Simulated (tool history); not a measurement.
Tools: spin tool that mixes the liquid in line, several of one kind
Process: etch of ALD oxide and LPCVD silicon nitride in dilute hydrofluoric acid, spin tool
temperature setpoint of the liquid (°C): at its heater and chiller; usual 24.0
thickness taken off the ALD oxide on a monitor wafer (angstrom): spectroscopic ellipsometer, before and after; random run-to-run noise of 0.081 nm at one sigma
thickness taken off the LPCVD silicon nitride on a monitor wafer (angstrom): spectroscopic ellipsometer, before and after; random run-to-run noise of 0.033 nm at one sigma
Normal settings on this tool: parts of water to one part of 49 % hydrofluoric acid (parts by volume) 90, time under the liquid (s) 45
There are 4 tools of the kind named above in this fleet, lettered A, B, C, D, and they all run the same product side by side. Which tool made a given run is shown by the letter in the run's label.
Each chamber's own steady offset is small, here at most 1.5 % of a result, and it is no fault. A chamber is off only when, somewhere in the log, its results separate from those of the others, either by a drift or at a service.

run,hour,temperature setpoint of the liquid (°C),parts of water to one part of 49 % hydrofluoric acid (parts by volume),time under the liquid (s),"read-back film thickness of the ALD oxide reference wafer, read on the same gauge (nm)","read-back film thickness of the LPCVD silicon nitride reference wafer, read on the same gauge (nm)",thickness taken off the ALD oxide on a monitor wafer (angstrom),thickness taken off the LPCVD silicon nitride on a monitor wafer (angstrom)
1B,10.7,24.0,90,45,29.955,120.03,164.85,1.7112
2D,15.8,24.0,90,45,30.039,119.99,163.18,2.7196
3C,21.9,24.0,90,45,29.983,120.02,163.95,2.6682
4A,30.7,24.0,90,45,30.011,119.94,167.89,2.7104
5B,41.6,24.0,90,45,29.951,119.98,166.29,2.5343
6A,53.2,24.0,90,45,29.978,119.95,167.43,2.7333
# hour 53.8: chamber D: hydrofluoric acid flow meter replaced
7D,58.4,24.0,90,45,29.983,119.98,163.77,3.0025
8C,64.4,24.0,90,70,30.049,119.99,257.48,3.8064
9A,74.8,24.0,90,70,29.998,120.03,257.73,4.0784
10B,83.5,24.0,90,70,30.028,119.97,257.98,3.4413
11C,93.6,24.0,90,70,30.006,120.01,257.77,4.1882
12D,99.7,24.0,90,45,29.999,120.01,164.11,2.8239
13B,105.4,24.0,90,45,29.992,120.07,164.99,1.8911
14C,113.2,24.0,90,45,29.986,119.98,163.97,2.4072
15A,124.3,24.0,90,45,30.028,119.99,168.31,2.9576
16D,133.4,24.0,90,45,30.017,120.01,163.20,1.9310
17C,144.5,24.0,90,45,30.045,119.98,164.85,2.2985
18A,153.4,24.0,105,55,30.015,119.99,170.79,2.3619
# hour 153.8: chamber A: thermometer replaced
19B,163.4,24.0,105,55,30.020,119.98,171.23,2.7907
20D,174.4,24.0,105,55,29.985,119.96,168.41,2.7506
# hour 183.1: chamber B: hydrofluoric acid flow meter replaced
21B,183.4,24.0,105,55,29.949,120.04,171.52,2.4870
22C,194.8,24.0,90,45,29.983,120.06,164.07,2.8854
23D,204.5,24.0,90,45,30.075,120.03,164.45,2.6225
24A,213.4,24.0,90,45,30.028,120.00,166.91,2.7997

Next, every chamber runs the same settings. What will each give?
25A,221.7,22.5,90,45,,,?,?
25B,221.7,22.5,90,45,,,?,?
25C,221.7,22.5,90,45,,,?,?
25D,221.7,22.5,90,45,,,?,?

run,thickness taken off the ALD oxide on a monitor wafer (angstrom),thickness taken off the LPCVD silicon nitride on a monitor wafer (angstrom)
25A,157.63,2.2435
25B,157.66,2.2195
25C,155.66,2.3192
25D,155.27,2.7304
